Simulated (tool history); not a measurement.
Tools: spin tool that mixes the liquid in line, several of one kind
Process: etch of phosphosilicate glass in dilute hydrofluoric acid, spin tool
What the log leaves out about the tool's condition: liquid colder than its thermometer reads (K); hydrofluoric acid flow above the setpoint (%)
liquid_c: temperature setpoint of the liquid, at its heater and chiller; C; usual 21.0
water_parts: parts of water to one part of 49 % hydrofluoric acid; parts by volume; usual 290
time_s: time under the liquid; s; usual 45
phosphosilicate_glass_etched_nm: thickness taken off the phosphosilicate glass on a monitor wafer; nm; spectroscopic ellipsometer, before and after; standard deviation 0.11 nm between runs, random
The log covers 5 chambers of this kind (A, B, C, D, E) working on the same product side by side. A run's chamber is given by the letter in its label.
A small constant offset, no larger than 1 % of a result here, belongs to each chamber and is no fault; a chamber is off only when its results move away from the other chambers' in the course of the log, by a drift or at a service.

| run | hour | liquid_c | water_parts | time_s | hours since the thermometer was replaced | hours since the hydrofluoric acid flow meter was replaced | read-back film thickness of the phosphosilicate glass reference wafer, read on the same gauge (nm) | phosphosilicate_glass_etched_nm |
|---|---|---|---|---|---|---|---|---|
| 1A | 5.9 | 21.0 | 290 | 45 | 740.9 | 1464.4 | 49.993 | 14.848 |
| 2E | 14.8 | 21.0 | 290 | 45 | 843.9 | 393.2 | 49.985 | 14.946 |
|  | 26.9 | chamber A: hydrofluoric acid flow meter replaced |
| 3D | 27.0 | 21.0 | 290 | 45 | 502.6 | 219.6 | 50.004 | 14.916 |
| 4B | 35.3 | 21.0 | 290 | 45 | 501.6 | 757.5 | 49.989 | 14.813 |
| 5C | 46.6 | 23.0 | 290 | 45 | 64.2 | 126.4 | 50.000 | 16.046 |
| 6B | 57.4 | 23.0 | 290 | 45 | 523.7 | 779.6 | 50.009 | 15.673 |
| 7E | 69.2 | 23.0 | 290 | 45 | 898.3 | 447.6 | 50.010 | 15.972 |
| 8D | 79.2 | 23.0 | 290 | 45 | 554.8 | 271.8 | 50.007 | 16.258 |
| 9C | 88.2 | 23.0 | 290 | 45 | 105.8 | 168.0 | 49.995 | 16.102 |
| 10A | 95.9 | 21.0 | 215 | 45 | 830.9 | 69.1 | 49.991 | 21.627 |
| 11A | 105.2 | 21.0 | 215 | 45 | 840.2 | 78.4 | 49.990 | 21.351 |
| 12E | 115.9 | 21.0 | 215 | 45 | 945.0 | 494.3 | 50.000 | 21.608 |
| 13D | 122.6 | 21.0 | 215 | 45 | 598.2 | 315.2 | 49.997 | 21.619 |
| 14C | 132.7 | 21.0 | 215 | 45 | 150.3 | 212.5 | 50.017 | 21.805 |
| 15B | 144.2 | 21.0 | 290 | 45 | 610.5 | 866.4 | 49.999 | 14.652 |
| 16A | 152.0 | 21.0 | 290 | 45 | 887.0 | 125.2 | 49.999 | 15.001 |
| 17B | 163.9 | 21.0 | 290 | 45 | 630.2 | 886.1 | 50.010 | 14.796 |
| 18C | 174.2 | 21.0 | 290 | 45 | 191.8 | 254.0 | 50.002 | 14.823 |
| 19D | 184.4 | 21.0 | 340 | 45 | 660.0 | 377.0 | 50.012 | 12.543 |
| 20E | 194.3 | 21.0 | 340 | 45 | 1023.4 | 572.7 | 50.004 | 12.212 |
| 21D | 206.0 | 21.0 | 340 | 45 | 681.6 | 398.6 | 50.013 | 12.691 |
| 22A | 215.9 | 21.0 | 340 | 45 | 950.9 | 189.1 | 50.005 | 12.073 |
| 23E | 221.5 | 21.0 | 340 | 45 | 1050.6 | 599.9 | 50.014 | 12.103 |
| 24B | 227.8 | 21.0 | 290 | 45 | 694.1 | 950.0 | 50.015 | 14.846 |
| 25C | 233.3 | 21.0 | 290 | 45 | 250.9 | 313.1 | 50.020 | 14.792 |
| 26B | 243.5 | 21.0 | 290 | 45 | 709.8 | 965.7 | 50.015 | 14.906 |
|  | 246.3 | chamber A: thermometer replaced |
| 27E | 251.9 | 21.0 | 290 | 45 | 1081.0 | 630.3 | 50.027 | 14.893 |
| 28A | 259.8 | 21.0 | 290 | 45 | 13.5 | 233.0 | 50.002 | 14.936 |
| 29C | 266.3 | 21.0 | 290 | 45 | 283.9 | 346.1 | 50.000 | 14.904 |
| 30D | 276.4 | 21.0 | 290 | 45 | 752.0 | 469.0 | 49.994 | 15.630 |
|  | 281.3 | chamber E: hydrofluoric acid flow meter replaced |
| 31E | 286.4 | 21.0 | 290 | 45 | 1115.5 | 5.1 | 49.980 | 14.758 |
| 32A | 297.2 | 22.5 | 235 | 45 | 50.9 | 270.4 | 50.014 | 20.499 |
| 33C | 308.0 | 22.5 | 235 | 45 | 325.6 | 387.8 | 49.992 | 20.339 |
| 34D | 314.7 | 22.5 | 235 | 45 | 790.3 | 507.3 | 50.022 | 21.459 |
| 35B | 326.3 | 22.5 | 235 | 45 | 792.6 | 1048.5 | 49.999 | 20.757 |
| 36C | 336.9 | 22.5 | 235 | 45 | 354.5 | 416.7 | 50.006 | 20.375 |
| 37E | 346.4 | 21.0 | 290 | 45 | 1175.5 | 65.1 | 50.014 | 14.804 |
| 38D | 354.8 | 21.0 | 290 | 45 | 830.4 | 547.4 | 49.987 | 15.599 |
| 39A | 362.0 | 21.0 | 290 | 45 | 115.7 | 335.2 | 49.997 | 15.160 |
| 40B | 374.0 | 21.0 | 290 | 45 | 840.3 | 1096.2 | 49.987 | 14.901 |
| 41E | 381.4 | 21.0 | 290 | 45 | 1210.5 | 100.1 | 49.988 | 14.814 |
| 42C | 389.6 | 21.0 | 290 | 45 | 407.2 | 469.4 | 49.992 | 14.660 |
| 43A | 396.0 | 21.0 | 290 | 45 | 149.7 | 369.2 | 49.984 | 15.129 |

Is one chamber out of step, is the gauge drifting, or do the chambers differ by no more than their own small offsets? For an off chamber, give its letter and the likeliest cause.

Chamber D drifts away from the others.
Likeliest cause: hydrofluoric acid flow above the setpoint (%) = 5.79.
The log might look much the same if the cause were instead: liquid hotter than its thermometer reads (K).

Here are 4 candidates for chamber D's next run, each the usual settings with a change, their results left as question marks. Which one brings its results back in line with what the others give on the usual settings?
A result is in line if it is within this distance of the other chambers' mean on the usual settings: phosphosilicate_glass_etched_nm 0.390 nm
| 44D-1 | 405.1 | 19.0 | 290 | 45 |  |  |  | ? |
| 44D-2 | 405.1 | 21.5 | 265 | 45 |  |  |  | ? |
| 44D-3 | 405.1 | 20.5 | 315 | 45 |  |  |  | ? |
| 44D-4 | 405.1 | 21.0 | 275 | 45 |  |  |  | ? |

The other chambers' mean on the usual settings: phosphosilicate_glass_etched_nm 14.895 nm
| run | phosphosilicate_glass_etched_nm |
|---|---|
| 44D-1 | 14.927 |
| 44D-2 | 18.264 |
| 44D-3 | 14.226 |
| 44D-4 | 17.143 |
With 44D-1, the chamber falls back in line with the rest.

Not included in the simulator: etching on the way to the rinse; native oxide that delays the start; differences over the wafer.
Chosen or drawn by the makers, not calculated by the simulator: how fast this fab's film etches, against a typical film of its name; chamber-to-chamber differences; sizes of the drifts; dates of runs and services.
